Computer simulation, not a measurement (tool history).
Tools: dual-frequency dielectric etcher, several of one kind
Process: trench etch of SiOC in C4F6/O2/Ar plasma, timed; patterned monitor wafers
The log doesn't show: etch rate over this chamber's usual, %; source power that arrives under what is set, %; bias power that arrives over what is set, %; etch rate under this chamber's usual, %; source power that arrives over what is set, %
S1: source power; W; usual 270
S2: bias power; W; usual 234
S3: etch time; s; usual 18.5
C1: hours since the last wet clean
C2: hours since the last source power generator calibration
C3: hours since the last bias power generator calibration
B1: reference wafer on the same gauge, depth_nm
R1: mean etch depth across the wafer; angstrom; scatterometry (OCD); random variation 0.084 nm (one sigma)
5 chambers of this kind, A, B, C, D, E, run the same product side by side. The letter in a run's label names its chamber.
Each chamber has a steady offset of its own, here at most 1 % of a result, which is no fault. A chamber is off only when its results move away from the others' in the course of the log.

run	hour	S1	S2	S3	C1	C2	C3	B1	R1
1E	10.3	270	234	18.5	351.2	1819.9	635.3	32.190	360.95
2C	19.7	270	234	18.5	221.2	1720.6	1254.3	32.217	360.44
3D	30.0	270	234	18.5	329.0	47.6	3228.4	32.207	363.33
4A	43.4	270	234	18.5	215.5	1399.2	4090.5	32.211	359.50
5B	55.0	270	234	18.5	491.2	1680.7	2471.8	32.191	361.41
6B	66.6	270	234	18.5	502.8	1692.3	2483.4	32.188	359.16
7C	75.8	270	234	18.5	277.3	1776.7	1310.4	32.193	359.68
8A	90.9	270	234	18.5	263.0	1446.7	4138.0	32.218	361.01
9D	106.1	270	234	18.5	405.1	123.7	3304.5	32.217	363.04
# hour 108.8: chamber C: source power generator calibrated
10E	118.9	270	234	18.5	459.8	1928.5	743.9	32.211	358.95
# hour 120.8: chamber B: bias power generator calibrated
11A	126.7	270	234	18.5	298.8	1482.5	4173.8	32.192	360.24
# hour 127.8: chamber D: wet clean of the chamber
# hour 129.4: chamber E: wet clean of the chamber
12D	137.2	270	234	18.5	9.4	154.8	3335.6	32.210	362.39
13E	147.9	270	234	18.5	18.5	1957.5	772.9	32.195	358.98
14B	162.2	270	234	18.5	598.4	1787.9	41.4	32.202	359.83
15C	174.0	270	234	18.5	375.5	65.3	1408.6	32.180	360.14
16D	186.1	270	234	18.5	58.3	203.7	3384.5	32.195	362.52
# hour 190.1: chamber B: wet clean of the chamber
17B	199.9	270	234	18.5	9.8	1825.6	79.1	32.188	361.01
# hour 201.3: chamber C: wet clean of the chamber
18A	211.8	270	234	18.5	383.9	1567.6	4258.9	32.206	360.15
19E	225.3	270	234	18.5	95.9	2034.9	850.3	32.206	357.67
20C	232.4	210	234	22.0	31.2	123.7	1467.0	32.206	379.80
# hour 233.4: chamber B: source power generator calibrated
21A	243.8	210	234	22.0	415.9	1599.6	4290.9	32.188	386.88
22D	253.7	210	234	22.0	125.9	271.3	3452.1	32.206	391.41
23C	263.6	210	234	22.0	62.4	154.9	1498.2	32.212	379.57
# hour 268.3: chamber D: bias power generator calibrated
24E	274.2	210	234	22.0	144.8	2083.8	899.2	32.201	388.91
25B	286.3	270	234	18.5	96.2	52.9	165.5	32.204	361.73
26C	301.0	270	234	18.5	99.8	192.3	1535.6	32.196	352.58
27B	313.2	230	282	18.5	123.1	79.8	192.4	32.212	362.30
28D	328.4	230	282	18.5	200.6	346.0	60.2	32.199	363.74
29E	343.8	230	282	18.5	214.4	2153.4	968.8	32.213	362.65
30A	357.2	230	282	18.5	529.3	1713.0	4404.3	32.197	362.08
31B	371.3	230	282	18.5	181.2	137.9	250.5	32.192	362.43
32E	383.7	270	234	18.5	254.3	2193.3	1008.7	32.201	359.91

Is one chamber off against the others, does the gauge drift, or is nothing wrong? If a chamber is off, say which, and what the likeliest cause is.

A service left chamber C off against the others.
Cause: etch rate under this chamber's usual, % = 1.95.

Here are 4 candidates for chamber C's next run, each the usual settings with a change, their results left as question marks. Which one brings its results back in line with what the others give on the usual settings?
In line means no further than this from the other chambers' mean on the usual settings: R1 2.90 angstrom
33C-1	394.7	270	218	18.5					?
33C-2	394.7	270	208	18.5					?
33C-3	394.7	270	260	18.5					?
33C-4	394.7	280	240	18.5					?

The other chambers' mean on the usual settings: R1 360.79 angstrom
run	R1
33C-1	344.98
33C-2	339.65
33C-3	366.18
33C-4	361.33
33C-4 brings the chamber back in line.
